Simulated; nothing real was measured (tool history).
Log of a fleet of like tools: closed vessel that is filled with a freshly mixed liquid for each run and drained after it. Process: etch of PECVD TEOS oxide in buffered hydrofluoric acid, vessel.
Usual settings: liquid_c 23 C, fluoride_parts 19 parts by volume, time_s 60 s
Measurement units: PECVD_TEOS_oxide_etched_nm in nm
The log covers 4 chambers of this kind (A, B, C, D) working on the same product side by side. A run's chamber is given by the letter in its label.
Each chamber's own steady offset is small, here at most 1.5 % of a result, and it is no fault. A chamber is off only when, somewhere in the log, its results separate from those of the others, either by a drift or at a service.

run,hour,liquid_c,fluoride_parts,time_s,hours since the thermometer was replaced,hours since the hydrofluoric acid flow meter was replaced,"read-back film thickness of the PECVD TEOS oxide reference wafer, read on the same gauge (nm)",PECVD_TEOS_oxide_etched_nm
1D,5.9,23,19,60,745,40.5,39.999,58.027
2C,15,23,19,60,1638,570.1,39.991,57.243
3A,22,23,19,60,385.2,369,40.002,57.741
4B,31.6,23,19,60,784.3,545.5,39.991,58.545
5D,42,23,19,60,781.1,76.6,40.015,58.573
6B,47.7,23,19,60,800.4,561.6,40,58.684
# hour 55.4: chamber D: thermometer replaced
7C,58,23,19,60,1681,613.1,40.006,56.784
8A,69,23,19,60,432.2,416,40.014,57.846
9C,78.5,23,19,60,1701.5,633.6,40.004,56.723
10D,87.9,23,19,60,32.6,122.5,39.998,57.785
11B,93,23,19,60,845.7,606.9,39.986,58.039
12A,100.9,23,19,80,464.1,447.9,39.994,76.571
13B,109.8,23,19,80,862.5,623.7,39.991,76.755
14D,119.5,23,19,80,64.2,154.1,40.005,77.141
15A,126.9,23,19,80,490.1,473.9,39.995,77.325
16C,134.8,23,19,60,1757.8,689.9,40.003,57.291
17A,141.6,19,19,85,504.8,488.6,40.002,65.782
18B,150.1,19,19,85,902.8,664,39.997,63.176
# hour 151.3: chamber A: hydrofluoric acid flow meter replaced
19D,157.3,19,19,85,102,191.9,39.996,66.84
20C,164.1,19,19,85,1787.1,719.2,39.99,64.364
21B,170.4,23,19,60,923.1,684.3,39.991,56.111
22C,180.3,23,19,60,1803.3,735.4,40.008,57.165
23A,185.6,23,19,60,548.8,34.4,40,58.3
24D,196,23,19,60,140.7,230.6,40.019,58.189
25A,206.8,23,19,60,570,55.6,40.005,57.727
26B,211.6,23,19,60,964.3,725.5,40.012,55.108
27D,218.3,23,19,60,163,252.9,40,58.748
28C,224.8,23,19,60,1847.8,779.9,39.998,56.404
29C,230,23,19,60,1853,785.1,40.001,57.209
30D,239.4,23,19,60,184.1,274,40.003,58.044

Predict what each chamber gives when all 4 of them run the settings below next.
31A,247.5,23,25,60,,,,?
31B,247.5,23,25,60,,,,?
31C,247.5,23,25,60,,,,?
31D,247.5,23,25,60,,,,?

run,PECVD_TEOS_oxide_etched_nm
31A,47.67
31B,45.342
31C,46.053
31D,47.5

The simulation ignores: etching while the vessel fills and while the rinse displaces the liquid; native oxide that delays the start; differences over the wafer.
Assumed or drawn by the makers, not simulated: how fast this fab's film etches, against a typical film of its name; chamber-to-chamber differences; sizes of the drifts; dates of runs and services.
